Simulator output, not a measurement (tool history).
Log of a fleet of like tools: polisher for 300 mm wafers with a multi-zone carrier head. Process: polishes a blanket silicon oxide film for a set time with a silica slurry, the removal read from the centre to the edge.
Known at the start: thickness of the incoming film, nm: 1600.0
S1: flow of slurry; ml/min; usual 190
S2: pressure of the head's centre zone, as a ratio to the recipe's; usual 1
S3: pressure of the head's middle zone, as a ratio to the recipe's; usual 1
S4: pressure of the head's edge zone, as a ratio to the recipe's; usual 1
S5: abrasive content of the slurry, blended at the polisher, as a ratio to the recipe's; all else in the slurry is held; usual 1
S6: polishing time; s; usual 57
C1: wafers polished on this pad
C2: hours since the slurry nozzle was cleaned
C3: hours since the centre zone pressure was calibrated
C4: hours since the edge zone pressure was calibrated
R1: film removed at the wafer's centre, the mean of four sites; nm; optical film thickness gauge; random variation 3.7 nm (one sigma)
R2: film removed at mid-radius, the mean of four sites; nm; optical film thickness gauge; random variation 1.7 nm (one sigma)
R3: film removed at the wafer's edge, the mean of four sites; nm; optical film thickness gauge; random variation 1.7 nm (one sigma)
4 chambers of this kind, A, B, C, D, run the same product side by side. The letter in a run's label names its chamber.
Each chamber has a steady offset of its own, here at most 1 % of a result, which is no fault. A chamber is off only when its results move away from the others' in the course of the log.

run,hour,S1,S2,S3,S4,S5,S6,C1,C2,C3,C4,R1,R2,R3
1A,5.2,190,1,1,1,1,57,595,61.5,1118.1,102.5,269.45,266.83,268.93
2D,10.2,190,1,1,1,1,57,605,532.6,656,102.2,269.7,270.35,269.25
# hour 11.2: chamber A: worn pad replaced by a new one
3C,14.2,190,1,1,1,1,57,355,174.2,625.1,235.4,264.65,274.19,267.27
4B,19.6,190,1,1,1,1,57,1280,272.7,616.8,799.6,268.42,274.13,267.81
5D,22.5,190,0.9,1,1,1,76,717,544.9,668.3,114.5,318.39,357.93,361.71
# hour 22.6: chamber D: worn pad replaced by a new one
6C,26.2,190,0.9,1,1,1,76,465,186.2,637.1,247.4,319.82,360.6,356.14
# hour 27: chamber B: worn pad replaced by a new one
7B,28.9,190,0.9,1,1,1,76,17,282,626.1,808.9,331.6,363.53,357.39
8A,32.1,190,0.9,1,1,1,76,191,88.4,1145,129.4,319.52,356.41,356.84
9C,37.4,190,1,1,1,1,57,567,197.4,648.3,258.6,263.95,267.59,266.18
10D,42.7,190,1,1,1,0.75,74,184,565.1,688.5,134.7,312.89,304.68,306.58
11A,45.9,190,1,1,1,0.75,74,317,102.2,1158.8,143.2,304.39,304.41,305.36
12B,49.9,190,1,1,1,0.75,74,209,303,647.1,829.9,305.29,304.6,302.84
13D,53.6,190,1,1,1,0.75,74,283,576,699.4,145.6,308.36,303.83,305.3
14B,57,190,1,1,1,1,57,274,310.1,654.2,837,271.76,271.61,264.53
15A,60.7,190,1,1,1,1,57,453,117,1173.6,158,275.63,270.88,269.81
16C,63.5,190,1,1,1,1,57,806,223.5,674.4,284.7,258.18,261.21,262.45
17B,69.1,190,1,1,1,1,57,385,322.2,666.3,849.1,268.94,272.61,268.67
# hour 70.1: chamber C: worn pad replaced by a new one
18C,74.7,190,1,1,1,1,57,42,234.7,685.6,295.9,260.81,260.35,259.86
# hour 77.7: chamber B: edge zone pressure recalibrated
# hour 79.6: chamber A: worn pad replaced by a new one
19D,80.2,190,1,1,1,1,57,527,602.6,726,172.2,264.92,271.29,273.57
20A,84.7,190,1,1,1,1,57,47,141,1197.6,182,264.4,270.1,271.5
21A,89.3,190,1,1,1,1,57,89,145.6,1202.2,186.6,271.07,266.73,269.98
# hour 91.2: chamber D: worn pad replaced by a new one
22B,91.8,190,1,1,0.88,1,57,593,344.9,689,14.1,267.23,269.83,247.92
23D,97.4,190,1,1,0.88,1,57,57,619.8,743.2,189.4,274.04,271.92,253.81
24C,103.1,190,1,1,0.88,1,57,302,263.1,714,324.3,252.27,253.59,243.6

Next, every chamber runs the same settings. What will each give?
25A,107.2,190,1,1,1,1,57,,,,,?,?,?
25B,107.2,190,1,1,1,1,57,,,,,?,?,?
25C,107.2,190,1,1,1,1,57,,,,,?,?,?
25D,107.2,190,1,1,1,1,57,,,,,?,?,?

run,R1,R2,R3
25A,267.46,268.41,267.73
25B,271.74,269.22,267
25C,250.63,252.04,256.24
25D,263.31,269.58,270.32
